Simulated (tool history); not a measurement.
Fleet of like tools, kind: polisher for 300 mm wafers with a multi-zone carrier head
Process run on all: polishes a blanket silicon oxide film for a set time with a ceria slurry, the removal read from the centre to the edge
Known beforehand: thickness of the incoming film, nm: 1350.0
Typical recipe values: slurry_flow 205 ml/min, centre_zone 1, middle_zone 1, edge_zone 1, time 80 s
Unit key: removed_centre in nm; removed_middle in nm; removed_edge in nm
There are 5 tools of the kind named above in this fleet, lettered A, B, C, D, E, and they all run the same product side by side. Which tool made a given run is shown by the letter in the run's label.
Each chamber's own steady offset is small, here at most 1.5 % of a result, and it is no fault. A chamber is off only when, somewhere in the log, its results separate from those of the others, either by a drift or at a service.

run	hour	slurry_flow	centre_zone	middle_zone	edge_zone	time	wafers polished on this pad	hours since the slurry nozzle was cleaned	hours since the centre zone pressure was calibrated	hours since the edge zone pressure was calibrated	removed_centre	removed_middle	removed_edge
# hour 4.5: chamber E: worn pad replaced by a new one
1D	4.6	205	1	1	1	80	475	81.6	954.8	349.4	481.06	478.44	485.46
2C	12.9	205	1	1	1	80	355	708.6	222.3	219.2	475.4	477.03	474.59
# hour 21.1: chamber E: centre zone pressure recalibrated
3E	21.9	205	1	1	1	80	122	210.5	0.9	86.5	470.7	475	477.09
4A	27	205	1	1	1	80	609	137.8	460	505.6	477.09	464.24	466.86
# hour 28.7: chamber B: worn pad replaced by a new one
5B	33	205	1	1	1	80	30	448.6	383.5	402.6	474.73	480.35	477.06
# hour 34.1: chamber A: worn pad replaced by a new one
6A	39.2	205	1	1	1	80	35	150	472.2	517.8	479.17	475.23	466.64
# hour 39.3: chamber C: slurry nozzle cleaned
7E	44.8	205	1	1	1	80	283	233.4	23.8	109.4	464.88	470.27	483.43
8D	52.6	205	1	1	1	80	812	129.6	1002.8	397.4	469.8	477.87	480.36
9C	60.4	205	1	1	1	80	688	21.1	269.8	266.7	467.81	479.24	463.69
10B	66.3	205	1	1	1	80	264	481.9	416.8	435.9	478.17	478.34	477.45
11B	70.5	205	1	1	1	80	293	486.1	421	440.1	469.43	472.43	469.87
12E	78.8	205	1	1	1	80	521	267.4	57.8	143.4	467.59	475.93	473.33
13C	87	205	1	1	1	80	875	47.7	296.4	293.3	474.31	475.98	476.68
# hour 92.2: chamber E: slurry nozzle cleaned
14A	95.5	205	1	1	1	80	431	206.3	528.5	574.1	472.43	479.25	469.45
# hour 99.6: chamber E: worn pad replaced by a new one
15D	101.3	245	1	1.09	1	80	1154	178.3	1051.5	446.1	482.55	523.18	493.52
# hour 102.5: chamber A: centre zone pressure recalibrated
16C	108.6	245	1	1.09	1	80	1026	69.3	318	314.9	490.74	515.34	472.6
17D	116.2	245	1	1.09	1	80	1259	193.2	1066.4	461	480.54	525.08	480.18
18B	121.2	245	1	1.09	1	80	649	536.8	471.7	490.8	488.13	525.08	490.69
# hour 128.5: chamber C: worn pad replaced by a new one
19A	128.8	245	1	1.09	1	80	664	239.6	26.4	607.4	492.76	527.93	469.12
20E	134.3	205	1	1	1	80	243	42.1	113.3	198.9	474.03	472.47	467.62
21E	139.3	170	1	1	1	99	278	47.1	118.3	203.9	573.05	566.43	580.31
# hour 143.5: chamber D: worn pad replaced by a new one
22A	146.9	170	1	1	1	99	791	257.7	44.5	625.5	570.29	571.11	573.95
# hour 150.2: chamber A: worn pad replaced by a new one
23C	153.1	170	1	1	1	99	172	113.8	362.5	359.4	568.65	562.9	572.8
# hour 157.7: chamber B: worn pad replaced by a new one
24D	161	170	1	1	1	99	122	238	1111.2	505.8	572.41	567.24	575.1
25B	169.3	170	1	1	1	99	81	584.9	519.8	538.9	574.22	578.13	578.12
26A	178.1	205	1	1	1	80	195	288.9	75.7	656.7	469.96	465.27	458.09
27E	186.7	205	1.04	1	1	103	611	94.5	165.7	251.3	647.63	606.83	614.3
# hour 189.3: chamber E: worn pad replaced by a new one
28B	192.7	205	1.04	1	1	103	246	608.3	543.2	562.3	635.5	608.92	608.23
# hour 196.3: chamber D: slurry nozzle cleaned
29D	198.3	205	1.04	1	1	103	384	2.1	1148.5	543.1	641.45	604.66	613.93
30C	206.3	205	1.04	1	1	103	546	167	415.7	412.6	631.51	620.29	607.47
31C	210.4	205	1.04	1	1	103	575	171.1	419.8	416.7	630.05	617.74	596.09
32D	215.8	205	1	1	1	80	507	19.6	1166	560.6	470.57	465.14	473.18
33E	223.6	205	1	1	1	90	240	131.4	202.6	288.2	529.32	540.89	529.18
34A	229.4	205	1	1	1	90	555	340.2	127	708	505.83	510.44	502.32
35B	234.6	205	1	1	1	90	540	650.2	585.1	604.2	528.86	533.86	532.14
36B	240.9	205	1	1	1	90	584	656.5	591.4	610.5	535.29	547.81	543.82
37C	248.7	205	1	1	1	90	843	209.4	458.1	455	530.31	535.72	530.26
38A	255.9	205	1	1	1	80	741	366.7	153.5	734.5	450.28	449.78	452.57
39E	262.7	205	1	1	1	80	515	170.5	241.7	327.3	477.42	482.1	467.94
40D	270	205	1	1	1	80	887	73.8	1220.2	614.8	469.93	469	476.89
# hour 270.7: chamber B: worn pad replaced by a new one
41E	277.4	205	1	1	1	80	618	185.2	256.4	342	463.52	469.1	478.6
42C	285.3	205	1	1	1	80	1100	246	494.7	491.6	476.33	482.21	476.29
43B	292.1	205	1	1	1	80	150	707.7	642.6	661.7	474.24	486.44	474.37

What goes on in this fleet: one chamber off, a drifting gauge, or nothing beyond the chambers' own small offsets? Name the chamber and the cause, if any.

Chamber A drifts away from the others.
What lies behind it: slurry flow missing at the pad, % = 38.6.

Chamber A could run next with any of the 4 candidate recipes listed below; each alters the usual settings, and their results appear as question marks. Which one brings its results back in line with what the other chambers deliver on the usual settings?
In line means no further than this from the other chambers' mean on the usual settings: removed_centre 14 nm; removed_middle 17 nm; removed_edge 20 nm
44A-1	298.6	210	1.01	1	1	86					?	?	?
44A-2	298.6	205	1	1	1	83					?	?	?
44A-3	298.6	200	0.99	1	1	74					?	?	?
44A-4	298.6	205	1	1	1	77					?	?	?

Average result of the remaining chambers running the usual settings: removed_centre 472.71 nm; removed_middle 475.52 nm; removed_edge 475.48 nm
run	removed_centre	removed_middle	removed_edge
44A-1	472.07	467.95	476.82
44A-2	447.79	449.18	458.41
44A-3	392.22	398.19	407.05
44A-4	415.42	416.71	425.27
With 44A-1, the chamber falls back in line with the rest.
